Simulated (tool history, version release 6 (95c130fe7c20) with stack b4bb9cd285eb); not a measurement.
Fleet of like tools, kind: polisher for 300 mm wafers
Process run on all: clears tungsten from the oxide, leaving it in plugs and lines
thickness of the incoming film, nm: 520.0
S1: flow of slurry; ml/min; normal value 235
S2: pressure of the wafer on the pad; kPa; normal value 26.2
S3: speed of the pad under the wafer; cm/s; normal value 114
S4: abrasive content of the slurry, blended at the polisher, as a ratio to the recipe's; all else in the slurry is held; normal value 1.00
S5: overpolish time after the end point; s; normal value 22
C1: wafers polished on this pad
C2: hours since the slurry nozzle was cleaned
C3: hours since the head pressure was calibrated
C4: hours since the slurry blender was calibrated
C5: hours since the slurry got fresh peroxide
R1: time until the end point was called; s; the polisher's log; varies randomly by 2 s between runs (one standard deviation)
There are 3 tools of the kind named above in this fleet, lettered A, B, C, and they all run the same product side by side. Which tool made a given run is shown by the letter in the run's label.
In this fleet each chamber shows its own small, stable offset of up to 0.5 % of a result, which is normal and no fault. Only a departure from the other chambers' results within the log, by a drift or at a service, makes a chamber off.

-- hour=8.8 chamber B: slurry blender recalibrated
run 1B hour=12.4 | S1=235 S2=26.2 S3=114 S4=1.00 S5=22 | C1=333 C2=181.4 C3=553.9 C4=3.7 C5=47.7 | R1=103.820
run 2A hour=24.0 | S1=235 S2=26.2 S3=114 S4=1.00 S5=22 | C1=751 C2=467.5 C3=408.9 C4=121.5 C5=48.0 | R1=104.850
-- hour=25.8 chamber C: worn pad replaced by a new one
run 3C hour=36.7 | S1=235 S2=26.2 S3=114 S4=1.00 S5=22 | C1=64 C2=688.2 C3=187.3 C4=77.6 C5=46.2 | R1=102.610
-- hour=48.6 chamber C: slurry nozzle cleaned
run 4A hour=51.3 | S1=235 S2=26.2 S3=114 S4=1.00 S5=22 | C1=913 C2=494.8 C3=436.2 C4=148.8 C5=75.3 | R1=108.370
run 5C hour=62.8 | S1=235 S2=26.2 S3=114 S4=1.00 S5=22 | C1=219 C2=14.3 C3=213.4 C4=103.7 C5=72.3 | R1=100.570
-- hour=70.3 chamber B: worn pad replaced by a new one
-- hour=71.9 chamber B: slurry tank refilled with fresh slurry and peroxide
run 6B hour=72.3 | S1=235 S2=26.2 S3=114 S4=1.00 S5=22 | C1=12 C2=241.3 C3=613.8 C4=63.6 C5=0.5 | R1=102.520
run 7B hour=79.3 | S1=235 S2=26.2 S3=114 S4=1.00 S5=22 | C1=53 C2=248.3 C3=620.8 C4=70.6 C5=7.5 | R1=104.670
run 8C hour=89.4 | S1=235 S2=26.2 S3=114 S4=1.00 S5=22 | C1=377 C2=40.9 C3=240.0 C4=130.3 C5=98.9 | R1=103.870
run 9A hour=97.0 | S1=235 S2=26.2 S3=114 S4=1.00 S5=22 | C1=1185 C2=540.5 C3=481.9 C4=194.5 C5=121.0 | R1=104.030
-- hour=99.7 chamber A: worn pad replaced by a new one
run 10A hour=111.7 | S1=235 S2=26.2 S3=114 S4=1.00 S5=22 | C1=71 C2=555.2 C3=496.6 C4=209.2 C5=135.7 | R1=103.330
run 11B hour=127.2 | S1=235 S2=26.2 S3=114 S4=1.00 S5=22 | C1=338 C2=296.2 C3=668.7 C4=118.5 C5=55.4 | R1=103.910
run 12C hour=140.3 | S1=235 S2=26.2 S3=114 S4=1.00 S5=22 | C1=680 C2=91.8 C3=290.9 C4=181.2 C5=149.8 | R1=106.260
run 13A hour=151.8 | S1=235 S2=26.2 S3=114 S4=1.00 S5=22 | C1=309 C2=595.3 C3=536.7 C4=249.3 C5=175.8 | R1=103.020
run 14C hour=166.2 | S1=235 S2=26.2 S3=114 S4=1.00 S5=22 | C1=834 C2=117.7 C3=316.8 C4=207.1 C5=175.7 | R1=102.540
-- hour=175.2 chamber C: slurry tank refilled with fresh slurry and peroxide
-- hour=177.7 chamber B: slurry tank refilled with fresh slurry and peroxide
run 15B hour=181.2 | S1=235 S2=26.2 S3=114 S4=1.00 S5=22 | C1=659 C2=350.2 C3=722.7 C4=172.5 C5=3.5 | R1=105.910
-- hour=182.2 chamber B: worn pad replaced by a new one
run 16C hour=191.6 | S1=235 S2=26.2 S3=114 S4=1.00 S5=22 | C1=985 C2=143.1 C3=342.2 C4=232.5 C5=16.4 | R1=103.910
-- hour=196.4 chamber C: slurry blender recalibrated
run 17B hour=198.3 | S1=235 S2=26.2 S3=114 S4=1.00 S5=22 | C1=96 C2=367.3 C3=739.8 C4=189.6 C5=20.6 | R1=102.710
-- hour=210.3 chamber B: slurry nozzle cleaned
run 18A hour=213.5 | S1=235 S2=26.2 S3=114 S4=1.00 S5=22 | C1=676 C2=657.0 C3=598.4 C4=311.0 C5=237.5 | R1=107.090
run 19C hour=226.0 | S1=235 S2=26.2 S3=114 S4=1.00 S5=22 | C1=1189 C2=177.5 C3=376.6 C4=29.7 C5=50.8 | R1=105.210
run 20A hour=237.9 | S1=235 S2=26.2 S3=114 S4=1.00 S5=22 | C1=821 C2=681.4 C3=622.8 C4=335.4 C5=261.9 | R1=109.500
run 21B hour=250.2 | S1=235 S2=26.2 S3=114 S4=1.00 S5=22 | C1=404 C2=40.0 C3=791.7 C4=241.5 C5=72.5 | R1=102.010
run 22C hour=260.0 | S1=235 S2=26.2 S3=114 S4=1.00 S5=22 | C1=1391 C2=211.5 C3=410.6 C4=63.7 C5=84.8 | R1=104.550
-- hour=263.6 chamber A: slurry nozzle cleaned
-- hour=266.1 chamber B: slurry tank refilled with fresh slurry and peroxide
run 23A hour=269.4 | S1=235 S2=26.2 S3=114 S4=1.00 S5=22 | C1=1008 C2=5.9 C3=654.3 C4=366.9 C5=293.4 | R1=107.530
run 24B hour=279.3 | S1=235 S2=26.2 S3=114 S4=1.00 S5=22 | C1=577 C2=69.1 C3=820.8 C4=270.6 C5=13.3 | R1=106.630
-- hour=282.9 chamber C: worn pad replaced by a new one
-- hour=286.8 chamber B: slurry blender recalibrated
-- hour=287.7 chamber B: worn pad replaced by a new one
run 25A hour=288.4 | S1=235 S2=26.2 S3=114 S4=1.00 S5=22 | C1=1121 C2=24.9 C3=673.3 C4=385.9 C5=312.4 | R1=114.290
-- hour=291.4 chamber B: head pressure recalibrated
run 26C hour=299.3 | S1=235 S2=26.2 S3=114 S4=1.00 S5=22 | C1=97 C2=250.8 C3=449.9 C4=103.0 C5=124.1 | R1=103.430
-- hour=306.6 chamber A: slurry blender recalibrated
run 27B hour=308.1 | S1=235 S2=26.2 S3=100 S4=1.00 S5=22 | C1=121 C2=97.9 C3=16.7 C4=21.3 C5=42.1 | R1=118.990
-- hour=308.9 chamber A: worn pad replaced by a new one
run 28B hour=319.9 | S1=235 S2=26.2 S3=100 S4=1.00 S5=22 | C1=191 C2=109.7 C3=28.5 C4=33.1 C5=53.9 | R1=118.990
-- hour=325.1 chamber C: head pressure recalibrated
run 29A hour=330.3 | S1=235 S2=26.2 S3=100 S4=1.00 S5=22 | C1=127 C2=66.8 C3=715.2 C4=23.8 C5=354.3 | R1=131.230
run 30C hour=339.4 | S1=235 S2=26.2 S3=114 S4=1.00 S5=22 | C1=336 C2=290.9 C3=14.3 C4=143.1 C5=164.2 | R1=104.720
run 31A hour=351.0 | S1=235 S2=26.2 S3=114 S4=1.00 S5=22 | C1=250 C2=87.5 C3=735.9 C4=44.5 C5=375.0 | R1=117.200
run 32C hour=362.7 | S1=235 S2=26.2 S3=114 S4=1.00 S5=22 | C1=474 C2=314.2 C3=37.6 C4=166.4 C5=187.5 | R1=104.530
-- hour=367.1 chamber B: slurry tank refilled with fresh slurry and peroxide
run 33B hour=369.9 | S1=235 S2=26.2 S3=114 S4=1.00 S5=22 | C1=488 C2=159.7 C3=78.5 C4=83.1 C5=2.9 | R1=104.960
run 34A hour=382.4 | S1=235 S2=26.2 S3=114 S4=1.00 S5=22 | C1=437 C2=118.9 C3=767.3 C4=75.9 C5=406.4 | R1=121.250
-- hour=385.4 chamber B: worn pad replaced by a new one
-- hour=385.7 chamber C: slurry tank refilled with fresh slurry and peroxide
run 35C hour=397.6 | S1=235 S2=26.2 S3=114 S4=1.00 S5=22 | C1=682 C2=349.1 C3=72.5 C4=201.3 C5=11.9 | R1=107.410
run 36B hour=411.8 | S1=235 S2=26.2 S3=114 S4=1.00 S5=22 | C1=157 C2=201.6 C3=120.4 C4=125.0 C5=44.8 | R1=102.110
run 37C hour=420.6 | S1=235 S2=26.2 S3=114 S4=1.00 S5=22 | C1=818 C2=372.1 C3=95.5 C4=224.3 C5=34.9 | R1=102.150
run 38A hour=431.2 | S1=235 S2=26.2 S3=150 S4=1.00 S5=13 | C1=727 C2=167.7 C3=816.1 C4=124.7 C5=455.2 | R1=95.832
run 39B hour=445.0 | S1=235 S2=26.2 S3=150 S4=1.00 S5=13 | C1=354 C2=234.8 C3=153.6 C4=158.2 C5=78.0 | R1=80.790
-- hour=455.9 chamber B: slurry tank refilled with fresh slurry and peroxide
run 40C hour=456.6 | S1=235 S2=26.2 S3=150 S4=1.00 S5=13 | C1=1032 C2=408.1 C3=131.5 C4=260.3 C5=70.9 | R1=82.343
run 41B hour=469.2 | S1=235 S2=26.2 S3=114 S4=1.00 S5=22 | C1=498 C2=259.0 C3=177.8 C4=182.4 C5=13.3 | R1=105.700
run 42A hour=476.5 | S1=235 S2=33.8 S3=114 S4=0.85 S5=22 | C1=996 C2=213.0 C3=861.4 C4=170.0 C5=500.5 | R1=109.420

Is one chamber off against the others, does the gauge drift, or is nothing wrong? If a chamber is off, say which, and what the likeliest cause is.

Little by little, chamber A moves away from the other chambers.
Cause: peroxide lost from the slurry, % = 47.2.

Which of the 4 candidates below, each the usual settings with something changed and its results left as question marks, puts chamber A back in line with what the other chambers give on the usual settings?
A result is in line if it is within this distance of the other chambers' mean on the usual settings: R1 7.000 s
run 43A-1 hour=487.6 | S1=235 S2=33.1 S3=144 S4=1.05 S5=22 | R1=?
run 43A-2 hour=487.6 | S1=230 S2=22.8 S3=100 S4=1.00 S5=22 | R1=?
run 43A-3 hour=487.6 | S1=235 S2=26.2 S3=70 S4=1.00 S5=22 | R1=?
run 43A-4 hour=487.6 | S1=245 S2=26.2 S3=146 S4=1.05 S5=22 | R1=?

Average result of the remaining chambers running the usual settings: R1 105.290 s
run=43A-1 R1=84.273
run=43A-2 R1=179.140
run=43A-3 R1=219.600
run=43A-4 R1=104.790
43A-4 brings the chamber back in line.
